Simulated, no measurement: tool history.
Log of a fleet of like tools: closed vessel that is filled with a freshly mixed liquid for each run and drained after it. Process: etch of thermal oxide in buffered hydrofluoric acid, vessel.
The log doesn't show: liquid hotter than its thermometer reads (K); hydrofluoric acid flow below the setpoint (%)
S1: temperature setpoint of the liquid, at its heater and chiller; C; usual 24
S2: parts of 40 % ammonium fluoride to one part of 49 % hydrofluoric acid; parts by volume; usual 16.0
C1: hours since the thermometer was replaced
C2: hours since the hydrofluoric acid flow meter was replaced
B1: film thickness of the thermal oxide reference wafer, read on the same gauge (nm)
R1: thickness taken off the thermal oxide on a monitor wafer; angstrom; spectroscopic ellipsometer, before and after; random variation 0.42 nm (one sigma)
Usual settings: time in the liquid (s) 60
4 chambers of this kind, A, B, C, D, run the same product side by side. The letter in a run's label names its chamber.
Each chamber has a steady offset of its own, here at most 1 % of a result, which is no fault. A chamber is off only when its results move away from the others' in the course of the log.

{"run": "1B", "hour": 9.9, "S1": 24, "S2": 16.0, "time in the liquid (s)": 60, "C1": 1088.6, "C2": 180.8, "B1": 40.032, "R1": 424.28}
{"run": "2D", "hour": 20.9, "S1": 24, "S2": 16.0, "time in the liquid (s)": 60, "C1": 643.9, "C2": 1102.6, "B1": 39.974, "R1": 421.51}
{"run": "3C", "hour": 30.4, "S1": 24, "S2": 16.0, "time in the liquid (s)": 60, "C1": 131.6, "C2": 1546.7, "B1": 40.007, "R1": 426.36}
{"hour": 35.9, "done": "chamber D: hydrofluoric acid flow meter replaced"}
{"run": "4A", "hour": 39.5, "S1": 24, "S2": 16.0, "time in the liquid (s)": 60, "C1": 409.5, "C2": 2296.4, "B1": 39.985, "R1": 414.8}
{"run": "5A", "hour": 50.6, "S1": 24, "S2": 16.0, "time in the liquid (s)": 60, "C1": 420.6, "C2": 2307.5, "B1": 40.01, "R1": 419.33}
{"run": "6D", "hour": 57.8, "S1": 24, "S2": 16.0, "time in the liquid (s)": 60, "C1": 680.8, "C2": 22.0, "B1": 39.988, "R1": 424.55}
{"run": "7C", "hour": 69.7, "S1": 24, "S2": 16.0, "time in the liquid (s)": 60, "C1": 170.9, "C2": 1586.0, "B1": 39.985, "R1": 422.04}
{"run": "8B", "hour": 81.5, "S1": 24, "S2": 16.0, "time in the liquid (s)": 60, "C1": 1160.2, "C2": 252.4, "B1": 39.999, "R1": 421.76}
{"hour": 87.3, "done": "chamber A: hydrofluoric acid flow meter replaced"}
{"run": "9B", "hour": 88.6, "S1": 24, "S2": 16.0, "time in the liquid (s)": 60, "C1": 1167.3, "C2": 259.5, "B1": 40.03, "R1": 427.57}
{"run": "10A", "hour": 99.6, "S1": 24, "S2": 16.0, "time in the liquid (s)": 60, "C1": 469.6, "C2": 12.4, "B1": 39.994, "R1": 421.76}
{"run": "11C", "hour": 110.5, "S1": 24, "S2": 16.0, "time in the liquid (s)": 60, "C1": 211.7, "C2": 1626.8, "B1": 40.008, "R1": 421.85}
{"run": "12D", "hour": 122.1, "S1": 24, "S2": 16.0, "time in the liquid (s)": 60, "C1": 745.1, "C2": 86.3, "B1": 39.993, "R1": 429.14}
{"run": "13A", "hour": 132.5, "S1": 24, "S2": 16.0, "time in the liquid (s)": 60, "C1": 502.5, "C2": 45.3, "B1": 39.981, "R1": 428.16}
{"hour": 132.9, "done": "chamber C: hydrofluoric acid flow meter replaced"}
{"run": "14B", "hour": 145.3, "S1": 24, "S2": 16.0, "time in the liquid (s)": 60, "C1": 1224.0, "C2": 316.2, "B1": 40.034, "R1": 410.95}
{"run": "15C", "hour": 157.7, "S1": 24, "S2": 18.5, "time in the liquid (s)": 60, "C1": 258.9, "C2": 24.8, "B1": 39.99, "R1": 367.32}
{"run": "16D", "hour": 166.4, "S1": 24, "S2": 18.5, "time in the liquid (s)": 60, "C1": 789.4, "C2": 130.6, "B1": 40.012, "R1": 363.59}
{"run": "17C", "hour": 174.9, "S1": 24, "S2": 18.5, "time in the liquid (s)": 60, "C1": 276.1, "C2": 42.0, "B1": 40.006, "R1": 375.27}
{"run": "18B", "hour": 183.6, "S1": 24, "S2": 18.5, "time in the liquid (s)": 60, "C1": 1262.3, "C2": 354.5, "B1": 40.0, "R1": 346.99}
{"run": "19A", "hour": 194.5, "S1": 24, "S2": 12.5, "time in the liquid (s)": 60, "C1": 564.5, "C2": 107.3, "B1": 40.03, "R1": 545.84}
{"run": "20D", "hour": 204.7, "S1": 24, "S2": 12.5, "time in the liquid (s)": 60, "C1": 827.7, "C2": 168.9, "B1": 40.013, "R1": 541.47}
{"run": "21A", "hour": 211.3, "S1": 24, "S2": 12.5, "time in the liquid (s)": 60, "C1": 581.3, "C2": 124.1, "B1": 40.017, "R1": 538.82}
{"run": "22D", "hour": 218.8, "S1": 24, "S2": 12.5, "time in the liquid (s)": 60, "C1": 841.8, "C2": 183.0, "B1": 39.973, "R1": 541.04}
{"run": "23C", "hour": 224.7, "S1": 24, "S2": 16.0, "time in the liquid (s)": 60, "C1": 325.9, "C2": 91.8, "B1": 39.976, "R1": 424.52}
{"run": "24B", "hour": 236.0, "S1": 24, "S2": 16.0, "time in the liquid (s)": 60, "C1": 1314.7, "C2": 406.9, "B1": 39.986, "R1": 400.3}
{"run": "25A", "hour": 244.5, "S1": 24, "S2": 14.0, "time in the liquid (s)": 60, "C1": 614.5, "C2": 157.3, "B1": 40.001, "R1": 485.02}
{"run": "26D", "hour": 255.7, "S1": 24, "S2": 14.0, "time in the liquid (s)": 60, "C1": 878.7, "C2": 219.9, "B1": 39.968, "R1": 486.55}
{"run": "27B", "hour": 266.8, "S1": 24, "S2": 14.0, "time in the liquid (s)": 60, "C1": 1345.5, "C2": 437.7, "B1": 40.026, "R1": 456.09}
{"run": "28C", "hour": 280.0, "S1": 24, "S2": 14.0, "time in the liquid (s)": 60, "C1": 381.2, "C2": 147.1, "B1": 40.008, "R1": 484.25}
{"run": "29C", "hour": 291.0, "S1": 24, "S2": 16.0, "time in the liquid (s)": 60, "C1": 392.2, "C2": 158.1, "B1": 39.989, "R1": 423.18}
{"run": "30B", "hour": 300.7, "S1": 24, "S2": 16.0, "time in the liquid (s)": 60, "C1": 1379.4, "C2": 471.6, "B1": 40.017, "R1": 393.63}
{"run": "31A", "hour": 313.4, "S1": 24, "S2": 16.0, "time in the liquid (s)": 60, "C1": 683.4, "C2": 226.2, "B1": 40.022, "R1": 416.91}
{"run": "32D", "hour": 325.9, "S1": 24, "S2": 16.0, "time in the liquid (s)": 60, "C1": 948.9, "C2": 290.1, "B1": 40.038, "R1": 419.96}
{"run": "33D", "hour": 337.9, "S1": 24, "S2": 16.0, "time in the liquid (s)": 60, "C1": 960.9, "C2": 302.1, "B1": 39.963, "R1": 424.43}
{"run": "34C", "hour": 348.1, "S1": 24, "S2": 16.0, "time in the liquid (s)": 60, "C1": 449.3, "C2": 215.2, "B1": 39.984, "R1": 429.64}
{"run": "35A", "hour": 356.7, "S1": 24, "S2": 16.0, "time in the liquid (s)": 60, "C1": 726.7, "C2": 269.5, "B1": 40.015, "R1": 429.75}

What goes on in this fleet: one chamber off, a drifting gauge, or nothing beyond the chambers' own small offsets? Name the chamber and the cause, if any.

Chamber B drifts away from the others.
Cause: hydrofluoric acid flow below the setpoint (%) = 11.
The log may not tell that from: liquid colder than its thermometer reads (K).

Here are 4 candidates for chamber B's next run, each the usual settings with a change, their results left as question marks. Which one brings its results back in line with what the others give on the usual settings?
In line means no further than this from the other chambers' mean on the usual settings: R1 15.00 angstrom
{"run": "36B-1", "hour": 366.2, "S1": 24, "S2": 15.5, "time in the liquid (s)": 65, "R1": "?"}
{"run": "36B-2", "hour": 366.2, "S1": 24, "S2": 16.5, "time in the liquid (s)": 60, "R1": "?"}
{"run": "36B-3", "hour": 366.2, "S1": 24, "S2": 16.5, "time in the liquid (s)": 55, "R1": "?"}
{"run": "36B-4", "hour": 366.2, "S1": 24, "S2": 15.5, "time in the liquid (s)": 60, "R1": "?"}

The other chambers' mean on the usual settings: R1 423.90 angstrom
run=36B-1 R1=426.43
run=36B-2 R1=370.00
run=36B-3 R1=339.17
run=36B-4 R1=393.63
36B-1 brings the chamber back in line.

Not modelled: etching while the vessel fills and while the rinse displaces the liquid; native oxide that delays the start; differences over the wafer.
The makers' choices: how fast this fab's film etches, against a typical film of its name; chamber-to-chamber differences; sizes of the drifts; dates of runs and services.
